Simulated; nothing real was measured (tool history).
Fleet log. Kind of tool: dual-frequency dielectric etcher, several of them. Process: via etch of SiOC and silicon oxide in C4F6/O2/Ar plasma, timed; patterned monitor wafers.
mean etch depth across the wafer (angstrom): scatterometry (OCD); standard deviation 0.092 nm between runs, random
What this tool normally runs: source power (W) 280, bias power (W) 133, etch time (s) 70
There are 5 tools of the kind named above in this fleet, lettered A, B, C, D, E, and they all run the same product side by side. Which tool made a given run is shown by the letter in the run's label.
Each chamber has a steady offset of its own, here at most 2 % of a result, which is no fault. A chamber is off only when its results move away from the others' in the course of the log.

run,hour,source power (W),bias power (W),etch time (s),hours since the last wet clean,hours since the last source power generator calibration,hours since the last bias power generator calibration,"read-back reference wafer on the same gauge, depth_nm",mean etch depth across the wafer (angstrom)
1D,7.8,280,133,70,194,3477,2284.5,70.621,626.89
2E,20,280,133,70,138.9,1057.9,136.4,70.582,636.12
3A,34,280,133,70,138.4,1155.5,940.1,70.553,622.48
4C,46.3,280,133,70,170.7,1733.1,1533.1,70.554,622.58
5B,55.8,250,133,52.5,299.8,2077,1880.8,70.556,448.4
6C,62.1,250,133,52.5,186.5,1748.9,1548.9,70.54,444.49
7B,76.1,250,133,52.5,320.1,2097.3,1901.1,70.516,448.69
8D,89.5,250,133,52.5,275.7,3558.7,2366.2,70.479,450.73
9E,101.6,250,133,52.5,220.5,1139.5,218,70.474,456.61
10A,115.9,280,133,70,220.3,1237.4,1022,70.49,621.31
11E,129.1,280,133,70,248,1167,245.5,70.439,633.43
12C,139.5,280,133,70,263.9,1826.3,1626.3,70.422,622.32
13A,146,280,133,70,250.4,1267.5,1052.1,70.421,620.53
# hour 147.1: chamber D: wet clean of the chamber
14B,158.7,280,133,70,402.7,2179.9,1983.7,70.43,624.38
15D,165.4,280,133,70,18.4,3634.6,2442.1,70.428,627.11
16E,173.3,280,133,70,292.2,1211.2,289.7,70.387,635.36
17B,180.2,320,133,70,424.2,2201.4,2005.2,70.393,656.05
18A,190.3,320,133,70,294.7,1311.8,1096.4,70.38,653.91
# hour 199: chamber E: wet clean of the chamber
19D,202.2,320,133,70,55.2,3671.4,2478.9,70.373,657.93
20C,208.6,320,133,70,333,1895.4,1695.4,70.365,652.13
# hour 213.5: chamber B: wet clean of the chamber
21E,219.6,320,133,70,20.7,1257.5,336,70.383,667.01
22D,231.5,280,133,70,84.5,3700.7,2508.2,70.359,625.8
23C,245.3,280,152,70,369.7,1932.1,1732.1,70.332,647.26
# hour 256.4: chamber C: wet clean of the chamber
24B,257,280,152,70,43.5,2278.2,2082,70.323,648.84
25A,265.2,280,152,70,369.6,1386.7,1171.3,70.298,646.32
26D,272.5,280,152,70,125.5,3741.7,2549.2,70.312,652.7
27B,284,280,152,70,70.5,2305.2,2109,70.287,650.42
28E,295.5,280,133,70,96.6,1333.4,411.9,70.274,634.34
# hour 299.7: chamber A: wet clean of the chamber
29C,304,280,133,70,47.6,1990.8,1790.8,70.279,620.26
30A,313.2,280,133,70,13.6,1434.7,1219.3,70.258,619.26
31E,327,280,133,70,128.1,1364.9,443.4,70.263,635.02
32A,335.6,280,133,70,36,1457.1,1241.7,70.21,617.96
33D,347.5,280,133,70,200.5,3816.7,2624.2,70.192,625.18
34B,360.2,280,143,58,146.7,2381.4,2185.2,70.226,526.59
35C,373,280,143,58,116.6,2059.8,1859.8,70.178,525.02

Which is it: a chamber that has drifted or been left off by a service, a gauge drift common to all chambers, or only each chamber's usual small offset? If a chamber is off, name it and its likeliest cause.

No chamber is off; the gauge reading every chamber's wafers drifts, which makes the whole fleet appear to move together.
Most likely cause: gauge reads low (%) = 0.601.
